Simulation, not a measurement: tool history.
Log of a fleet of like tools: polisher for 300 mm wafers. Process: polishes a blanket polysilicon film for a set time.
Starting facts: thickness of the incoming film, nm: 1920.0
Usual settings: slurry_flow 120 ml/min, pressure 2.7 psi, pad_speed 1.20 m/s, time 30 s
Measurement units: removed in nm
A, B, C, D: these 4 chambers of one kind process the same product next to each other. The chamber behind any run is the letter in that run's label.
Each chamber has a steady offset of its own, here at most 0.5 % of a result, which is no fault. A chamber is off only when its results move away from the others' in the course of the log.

| run | day | slurry_flow | pressure | pad_speed | time | removed |
|---|---|---|---|---|---|---|
| 1C | 0.521 | 120 | 2.7 | 1.20 | 30 | 284.87 |
|  | 0.921 | chamber C: worn pad replaced by a new one |
| 2B | 1.062 | 120 | 2.7 | 1.20 | 30 | 292.44 |
|  | 1.179 | chamber A: worn pad replaced by a new one |
| 3A | 1.696 | 120 | 2.7 | 1.20 | 30 | 285.77 |
|  | 1.758 | chamber D: worn pad replaced by a new one |
| 4D | 2.233 | 120 | 2.7 | 1.20 | 30 | 287.36 |
|  | 2.758 | chamber B: worn pad replaced by a new one |
| 5C | 2.900 | 120 | 2.7 | 1.20 | 30 | 278.41 |
| 6B | 3.246 | 120 | 2.7 | 1.20 | 30 | 284.94 |
| 7D | 3.675 | 120 | 2.7 | 1.20 | 30 | 289.76 |
|  | 3.829 | chamber A: worn pad replaced by a new one |
|  | 3.842 | chamber C: worn pad replaced by a new one |
| 8A | 4.312 | 120 | 2.7 | 1.20 | 30 | 288.18 |
|  | 4.504 | chamber A: slurry nozzle cleaned |
| 9B | 4.775 | 120 | 2.7 | 1.20 | 30 | 274.84 |
| 10C | 5.121 | 120 | 2.7 | 0.86 | 38 | 258.14 |
| 11D | 5.488 | 120 | 2.7 | 0.86 | 38 | 257.23 |
| 12A | 6.100 | 120 | 2.7 | 0.86 | 38 | 260.86 |
|  | 6.375 | chamber D: worn pad replaced by a new one |
|  | 6.512 | chamber C: worn pad replaced by a new one |
|  | 6.658 | chamber C: slurry nozzle cleaned |
| 13A | 6.750 | 120 | 2.7 | 0.86 | 38 | 259.79 |
|  | 7.033 | chamber A: worn pad replaced by a new one |
| 14C | 7.412 | 120 | 2.7 | 1.20 | 30 | 286.50 |
|  | 7.450 | chamber B: worn pad replaced by a new one |
| 15B | 8.012 | 120 | 3.5 | 1.20 | 26 | 305.38 |
| 16D | 8.408 | 120 | 3.5 | 1.20 | 26 | 326.03 |
| 17D | 8.967 | 120 | 3.5 | 1.20 | 26 | 331.19 |
|  | 9.379 | chamber C: worn pad replaced by a new one |
| 18C | 9.579 | 120 | 3.5 | 1.20 | 26 | 320.86 |
| 19B | 10.196 | 120 | 2.3 | 1.20 | 30 | 228.45 |
|  | 10.338 | chamber A: worn pad replaced by a new one |
|  | 10.575 | chamber D: worn pad replaced by a new one |
| 20A | 10.821 | 120 | 2.3 | 1.20 | 30 | 242.33 |
| 21C | 11.162 | 120 | 2.3 | 1.20 | 30 | 246.62 |
| 22A | 11.462 | 120 | 2.3 | 1.20 | 30 | 243.89 |
| 23D | 11.838 | 120 | 2.7 | 1.20 | 30 | 288.00 |
|  | 11.883 | chamber B: worn pad replaced by a new one |
|  | 12.008 | chamber C: worn pad replaced by a new one |
| 24B | 12.362 | 120 | 2.7 | 1.20 | 30 | 261.24 |
| 25A | 12.683 | 120 | 2.3 | 1.20 | 30 | 252.14 |
| 26B | 13.071 | 120 | 2.3 | 1.20 | 30 | 226.75 |
| 27D | 13.650 | 120 | 2.3 | 1.20 | 30 | 246.27 |
| 28C | 14.229 | 120 | 2.3 | 1.20 | 30 | 249.09 |
|  | 14.800 | chamber C: worn pad replaced by a new one |
| 29C | 14.804 | 120 | 2.7 | 1.20 | 30 | 291.56 |

Each of the 4 chambers runs these same settings next. Fill in every chamber's results:
| 30A | 15.292 | 120 | 2.7 | 1.20 | 30 | ? |
| 30B | 15.292 | 120 | 2.7 | 1.20 | 30 | ? |
| 30C | 15.292 | 120 | 2.7 | 1.20 | 30 | ? |
| 30D | 15.292 | 120 | 2.7 | 1.20 | 30 | ? |

| run | removed |
|---|---|
| 30A | 286.55 |
| 30B | 255.82 |
| 30C | 280.33 |
| 30D | 291.95 |
